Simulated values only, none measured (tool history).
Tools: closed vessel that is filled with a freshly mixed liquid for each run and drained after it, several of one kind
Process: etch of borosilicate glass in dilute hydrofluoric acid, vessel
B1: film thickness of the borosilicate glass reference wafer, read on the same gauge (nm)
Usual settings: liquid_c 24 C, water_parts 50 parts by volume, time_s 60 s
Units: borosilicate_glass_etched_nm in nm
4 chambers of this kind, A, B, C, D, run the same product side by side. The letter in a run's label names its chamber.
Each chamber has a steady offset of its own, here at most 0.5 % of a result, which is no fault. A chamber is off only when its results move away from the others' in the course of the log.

run 1D hour=12.1 | liquid_c=24 water_parts=50 time_s=60 | B1=70.010 | borosilicate_glass_etched_nm=28.605
run 2B hour=28.4 | liquid_c=24 water_parts=50 time_s=60 | B1=69.985 | borosilicate_glass_etched_nm=28.251
run 3A hour=37.0 | liquid_c=24 water_parts=50 time_s=60 | B1=69.989 | borosilicate_glass_etched_nm=28.492
run 4C hour=46.3 | liquid_c=24 water_parts=50 time_s=60 | B1=69.991 | borosilicate_glass_etched_nm=28.137
run 5A hour=62.4 | liquid_c=24 water_parts=50 time_s=60 | B1=70.020 | borosilicate_glass_etched_nm=28.332
run 6D hour=70.2 | liquid_c=24 water_parts=50 time_s=45 | B1=70.019 | borosilicate_glass_etched_nm=21.200
run 7B hour=84.2 | liquid_c=24 water_parts=50 time_s=45 | B1=69.984 | borosilicate_glass_etched_nm=21.367
run 8C hour=100.1 | liquid_c=24 water_parts=50 time_s=45 | B1=70.005 | borosilicate_glass_etched_nm=21.193
run 9D hour=113.0 | liquid_c=24 water_parts=50 time_s=45 | B1=69.973 | borosilicate_glass_etched_nm=21.320
run 10C hour=125.2 | liquid_c=24 water_parts=50 time_s=60 | B1=70.010 | borosilicate_glass_etched_nm=28.499
run 11B hour=136.9 | liquid_c=24 water_parts=50 time_s=60 | B1=69.991 | borosilicate_glass_etched_nm=28.454
run 12A hour=151.5 | liquid_c=24 water_parts=50 time_s=60 | B1=70.013 | borosilicate_glass_etched_nm=28.363
run 13A hour=160.2 | liquid_c=24 water_parts=50 time_s=60 | B1=70.011 | borosilicate_glass_etched_nm=28.020
run 14B hour=176.1 | liquid_c=24 water_parts=50 time_s=60 | B1=70.013 | borosilicate_glass_etched_nm=28.018
run 15C hour=187.2 | liquid_c=24 water_parts=50 time_s=60 | B1=69.980 | borosilicate_glass_etched_nm=28.427
run 16D hour=199.8 | liquid_c=24 water_parts=50 time_s=60 | B1=69.970 | borosilicate_glass_etched_nm=28.165
run 17B hour=215.9 | liquid_c=24 water_parts=50 time_s=60 | B1=70.008 | borosilicate_glass_etched_nm=28.377
-- hour=216.8 chamber A: thermometer replaced
run 18A hour=223.3 | liquid_c=24 water_parts=50 time_s=60 | B1=70.006 | borosilicate_glass_etched_nm=28.207
run 19C hour=237.2 | liquid_c=24 water_parts=50 time_s=60 | B1=69.999 | borosilicate_glass_etched_nm=28.225
run 20D hour=251.4 | liquid_c=24 water_parts=50 time_s=60 | B1=70.020 | borosilicate_glass_etched_nm=28.018
run 21D hour=266.1 | liquid_c=24 water_parts=50 time_s=60 | B1=70.023 | borosilicate_glass_etched_nm=28.833
run 22C hour=277.0 | liquid_c=24 water_parts=50 time_s=60 | B1=70.033 | borosilicate_glass_etched_nm=28.430
run 23B hour=284.5 | liquid_c=24 water_parts=50 time_s=60 | B1=70.007 | borosilicate_glass_etched_nm=28.522
run 24A hour=298.6 | liquid_c=24 water_parts=50 time_s=60 | B1=70.015 | borosilicate_glass_etched_nm=27.410
run 25C hour=312.3 | liquid_c=24 water_parts=70 time_s=60 | B1=70.007 | borosilicate_glass_etched_nm=19.551
run 26D hour=323.5 | liquid_c=24 water_parts=70 time_s=60 | B1=70.001 | borosilicate_glass_etched_nm=19.818
run 27B hour=337.7 | liquid_c=24 water_parts=70 time_s=60 | B1=70.006 | borosilicate_glass_etched_nm=20.143
run 28A hour=351.6 | liquid_c=24 water_parts=70 time_s=60 | B1=70.014 | borosilicate_glass_etched_nm=18.875
run 29C hour=359.4 | liquid_c=24 water_parts=50 time_s=60 | B1=70.000 | borosilicate_glass_etched_nm=28.003
run 30B hour=371.4 | liquid_c=24 water_parts=50 time_s=60 | B1=69.992 | borosilicate_glass_etched_nm=28.212
run 31A hour=382.8 | liquid_c=24 water_parts=50 time_s=60 | B1=70.004 | borosilicate_glass_etched_nm=26.955
run 32D hour=392.5 | liquid_c=24 water_parts=50 time_s=60 | B1=70.012 | borosilicate_glass_etched_nm=28.344
run 33B hour=408.6 | liquid_c=24 water_parts=50 time_s=60 | B1=70.000 | borosilicate_glass_etched_nm=28.362
run 34A hour=420.5 | liquid_c=24 water_parts=50 time_s=60 | B1=69.972 | borosilicate_glass_etched_nm=26.576
run 35D hour=431.2 | liquid_c=24 water_parts=50 time_s=60 | B1=70.009 | borosilicate_glass_etched_nm=28.245
run 36C hour=438.4 | liquid_c=24 water_parts=50 time_s=60 | B1=70.014 | borosilicate_glass_etched_nm=28.687
run 37C hour=451.5 | liquid_c=24 water_parts=30 time_s=30 | B1=70.017 | borosilicate_glass_etched_nm=24.072
run 38D hour=464.1 | liquid_c=24 water_parts=30 time_s=30 | B1=69.988 | borosilicate_glass_etched_nm=23.970
run 39B hour=478.1 | liquid_c=24 water_parts=30 time_s=30 | B1=69.989 | borosilicate_glass_etched_nm=24.016
run 40A hour=493.9 | liquid_c=24 water_parts=30 time_s=30 | B1=70.020 | borosilicate_glass_etched_nm=21.717
run 41D hour=509.4 | liquid_c=24 water_parts=50 time_s=60 | B1=69.991 | borosilicate_glass_etched_nm=28.131
run 42A hour=521.6 | liquid_c=24 water_parts=50 time_s=60 | B1=70.018 | borosilicate_glass_etched_nm=25.622
run 43B hour=532.3 | liquid_c=24 water_parts=50 time_s=60 | B1=69.965 | borosilicate_glass_etched_nm=28.643

Is one chamber off against the others, does the gauge drift, or is nothing wrong? If a chamber is off, say which, and what the likeliest cause is.

Chamber A drifts away from the others.
Cause: hydrofluoric acid flow below the setpoint (%) = 10.5.

Here are 4 candidates for chamber A's next run, each the usual settings with a change, their results left as question marks. Which one brings its results back in line with what the others give on the usual settings?
In line means no further than this from the other chambers' mean on the usual settings: borosilicate_glass_etched_nm 0.880 nm
run 44A-1 hour=544.2 | liquid_c=24.5 water_parts=45 time_s=65 | borosilicate_glass_etched_nm=?
run 44A-2 hour=544.2 | liquid_c=24.0 water_parts=45 time_s=60 | borosilicate_glass_etched_nm=?
run 44A-3 hour=544.2 | liquid_c=23.5 water_parts=50 time_s=55 | borosilicate_glass_etched_nm=?
run 44A-4 hour=544.2 | liquid_c=19.0 water_parts=50 time_s=60 | borosilicate_glass_etched_nm=?

The other chambers' mean on the usual settings: borosilicate_glass_etched_nm 28.297 nm
run=44A-1 borosilicate_glass_etched_nm=31.330
run=44A-2 borosilicate_glass_etched_nm=28.333
run=44A-3 borosilicate_glass_etched_nm=22.773
run=44A-4 borosilicate_glass_etched_nm=20.613
44A-2 brings the chamber back in line.

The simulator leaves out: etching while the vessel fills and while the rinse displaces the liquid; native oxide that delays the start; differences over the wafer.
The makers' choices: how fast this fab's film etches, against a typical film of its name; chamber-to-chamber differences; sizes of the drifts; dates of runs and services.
